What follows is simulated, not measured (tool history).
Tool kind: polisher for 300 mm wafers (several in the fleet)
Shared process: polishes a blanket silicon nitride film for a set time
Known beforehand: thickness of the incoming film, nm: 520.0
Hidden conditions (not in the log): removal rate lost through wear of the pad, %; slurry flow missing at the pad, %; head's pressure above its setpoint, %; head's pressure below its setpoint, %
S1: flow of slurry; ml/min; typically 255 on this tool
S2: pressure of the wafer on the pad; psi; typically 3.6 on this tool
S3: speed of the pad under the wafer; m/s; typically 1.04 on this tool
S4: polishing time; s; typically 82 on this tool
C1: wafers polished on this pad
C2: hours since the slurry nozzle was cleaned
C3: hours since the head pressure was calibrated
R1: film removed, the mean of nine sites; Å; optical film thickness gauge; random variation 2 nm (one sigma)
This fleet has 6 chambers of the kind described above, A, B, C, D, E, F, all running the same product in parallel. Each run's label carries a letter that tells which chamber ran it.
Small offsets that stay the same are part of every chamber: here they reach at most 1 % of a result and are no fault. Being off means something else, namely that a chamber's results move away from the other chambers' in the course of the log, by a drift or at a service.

| run | hour | S1 | S2 | S3 | S4 | C1 | C2 | C3 | R1 |
|---|---|---|---|---|---|---|---|---|---|
|  | 9.5 | chamber F: worn pad replaced by a new one |
| 1F | 9.8 | 255 | 3.6 | 1.04 | 82 | 5 | 269.2 | 688.1 | 1692.4 |
| 2E | 19.2 | 255 | 3.6 | 1.04 | 82 | 799 | 842.3 | 619.7 | 1714.5 |
|  | 21.3 | chamber A: head pressure recalibrated |
|  | 22.7 | chamber F: slurry nozzle cleaned |
| 3C | 23.7 | 255 | 3.6 | 1.04 | 82 | 676 | 192.8 | 667.1 | 1696.1 |
|  | 24.9 | chamber B: worn pad replaced by a new one |
|  | 29.5 | chamber E: worn pad replaced by a new one |
| 4B | 30.8 | 255 | 3.6 | 1.04 | 82 | 87 | 108.3 | 600.1 | 1700.9 |
|  | 36.9 | chamber A: worn pad replaced by a new one |
|  | 38 | chamber D: worn pad replaced by a new one |
| 5A | 39.7 | 255 | 3.6 | 1.04 | 82 | 42 | 177.5 | 18.5 | 1683.9 |
|  | 44.1 | chamber E: slurry nozzle cleaned |
| 6D | 45.3 | 255 | 3.6 | 1.04 | 82 | 106 | 375.7 | 446.8 | 1713.9 |
|  | 49.7 | chamber D: head pressure recalibrated |
| 7E | 53.3 | 255 | 3.6 | 1.04 | 82 | 349 | 9.3 | 653.8 | 1712.5 |
| 8A | 59.5 | 255 | 2.8 | 1.04 | 66 | 331 | 197.3 | 38.3 | 1049.1 |
| 9B | 67.5 | 255 | 2.8 | 1.04 | 66 | 624 | 145 | 636.8 | 1056.9 |
| 10D | 77.4 | 255 | 2.8 | 1.04 | 66 | 576 | 407.8 | 27.7 | 1087.3 |
|  | 80.6 | chamber F: worn pad replaced by a new one |
| 11C | 86.2 | 255 | 2.8 | 1.04 | 66 | 1590 | 255.3 | 729.6 | 1072.5 |
| 12F | 91.7 | 255 | 2.8 | 1.04 | 66 | 162 | 69 | 770 | 1074.1 |
|  | 94.5 | chamber B: worn pad replaced by a new one |
| 13A | 96.7 | 255 | 2.8 | 1.04 | 66 | 875 | 234.5 | 75.5 | 1052.3 |
|  | 97.4 | chamber E: worn pad replaced by a new one |
|  | 102.7 | chamber A: worn pad replaced by a new one |
| 14C | 105.9 | 195 | 3.6 | 1.04 | 82 | 1878 | 275 | 749.3 | 1645.3 |
| 15D | 112.2 | 195 | 3.6 | 1.04 | 82 | 1085 | 442.6 | 62.5 | 1651 |
| 16E | 121.5 | 195 | 3.6 | 1.04 | 82 | 353 | 77.5 | 722 | 1669.5 |
| 17B | 128.5 | 195 | 3.6 | 1.04 | 82 | 498 | 206 | 697.8 | 1677 |
|  | 131.8 | chamber D: worn pad replaced by a new one |
| 18F | 137.1 | 195 | 3.6 | 1.04 | 82 | 826 | 114.4 | 815.4 | 1656 |
| 19B | 143.2 | 195 | 3.6 | 1.04 | 82 | 713 | 220.7 | 712.5 | 1686.8 |
|  | 147.2 | chamber B: worn pad replaced by a new one |
| 20A | 153.1 | 255 | 3.6 | 1.04 | 82 | 738 | 290.9 | 131.9 | 1659.7 |
|  | 155.9 | chamber E: worn pad replaced by a new one |
|  | 159.3 | chamber A: worn pad replaced by a new one |
| 21C | 159.4 | 255 | 3.6 | 1.04 | 82 | 2661 | 328.5 | 802.8 | 1696.6 |
|  | 159.9 | chamber F: worn pad replaced by a new one |
| 22F | 167.3 | 255 | 3.6 | 1.04 | 82 | 108 | 144.6 | 845.6 | 1685.2 |
|  | 173.3 | chamber C: head pressure recalibrated |
| 23E | 177.3 | 255 | 3.6 | 1.04 | 82 | 313 | 133.3 | 777.8 | 1718.2 |
| 24D | 184.1 | 255 | 3.6 | 1.04 | 82 | 765 | 514.5 | 134.4 | 1662.1 |
| 25D | 189.7 | 255 | 3.6 | 1.04 | 82 | 847 | 520.1 | 140 | 1696.7 |
| 26C | 194.8 | 255 | 3.6 | 1.04 | 82 | 3179 | 363.9 | 21.6 | 1645.7 |
| 27A | 201.6 | 255 | 3.6 | 1.04 | 82 | 619 | 339.4 | 180.4 | 1703.1 |
| 28B | 206.6 | 255 | 3.6 | 1.04 | 82 | 870 | 284.1 | 775.9 | 1710.5 |
|  | 213.5 | chamber B: worn pad replaced by a new one |
| 29E | 213.8 | 255 | 3.6 | 1.04 | 82 | 846 | 169.8 | 814.3 | 1662.5 |
|  | 214.9 | chamber A: worn pad replaced by a new one |
|  | 220.3 | chamber D: worn pad replaced by a new one |
| 30F | 220.9 | 255 | 3.6 | 1.04 | 82 | 892 | 198.2 | 899.2 | 1731.3 |
|  | 223.8 | chamber E: worn pad replaced by a new one |
| 31C | 228 | 255 | 3.6 | 1.04 | 82 | 3664 | 397.1 | 54.8 | 1647 |
|  | 229.8 | chamber F: worn pad replaced by a new one |
| 32E | 236 | 255 | 3.6 | 1.04 | 82 | 179 | 192 | 836.5 | 1684.5 |
| 33B | 240.8 | 255 | 3.6 | 1.04 | 82 | 400 | 318.3 | 810.1 | 1729.9 |
| 34F | 249.3 | 255 | 3.6 | 1.04 | 82 | 285 | 226.6 | 927.6 | 1688.6 |
|  | 256.3 | chamber E: head pressure recalibrated |
| 35D | 259 | 255 | 3.6 | 1.04 | 82 | 567 | 589.4 | 209.3 | 1682.4 |
| 36A | 263.5 | 255 | 3.6 | 1.04 | 82 | 711 | 401.3 | 242.3 | 1707.9 |
| 37F | 270.5 | 255 | 3.6 | 1.04 | 82 | 595 | 247.8 | 948.8 | 1699.3 |
|  | 272.1 | chamber B: worn pad replaced by a new one |
|  | 275.1 | chamber A: worn pad replaced by a new one |
|  | 278.8 | chamber E: worn pad replaced by a new one |
| 38A | 278.8 | 255 | 3.6 | 1.04 | 82 | 55 | 416.6 | 257.6 | 1660.7 |
| 39B | 286.8 | 255 | 3.6 | 1.04 | 82 | 215 | 364.3 | 856.1 | 1671.4 |
| 40C | 297 | 255 | 3.6 | 1.04 | 82 | 4673 | 466.1 | 123.8 | 1579.9 |
| 41E | 306.4 | 255 | 3.6 | 1.04 | 82 | 404 | 262.4 | 50.1 | 1721.1 |

Has any chamber moved away from the others, gradually or after a service, or does the common gauge drift, or do the chambers differ only by their own small steady offsets? State the chamber and the most likely cause if one applies.

One chamber, C, drifts off from the rest bit by bit.
Cause: removal rate lost through wear of the pad, % = 6.47.
The log might look much the same if the cause were instead: slurry flow missing at the pad, %.

Below are 4 candidate recipes for chamber C's next run, each the usual settings with a change, their results shown as question marks. Which of them brings C's results back in line with what the other chambers give on the usual settings?
In-line tolerance around the mean of the other chambers on the usual settings: R1 69 Å
| 42C-1 | 313.8 | 255 | 3.3 | 0.98 | 82 |  |  |  | ? |
| 42C-2 | 313.8 | 260 | 3.6 | 1.12 | 82 |  |  |  | ? |
| 42C-3 | 313.8 | 255 | 3.8 | 1.08 | 86 |  |  |  | ? |
| 42C-4 | 313.8 | 255 | 3.5 | 1.02 | 80 |  |  |  | ? |

Mean of the other chambers on the usual settings: R1 1698.1 Å
| run | R1 |
|---|---|
| 42C-1 | 1403.9 |
| 42C-2 | 1705.7 |
| 42C-3 | 1829.2 |
| 42C-4 | 1498.8 |
Change 42C-2 lands the chamber within the allowed miss of the other chambers.
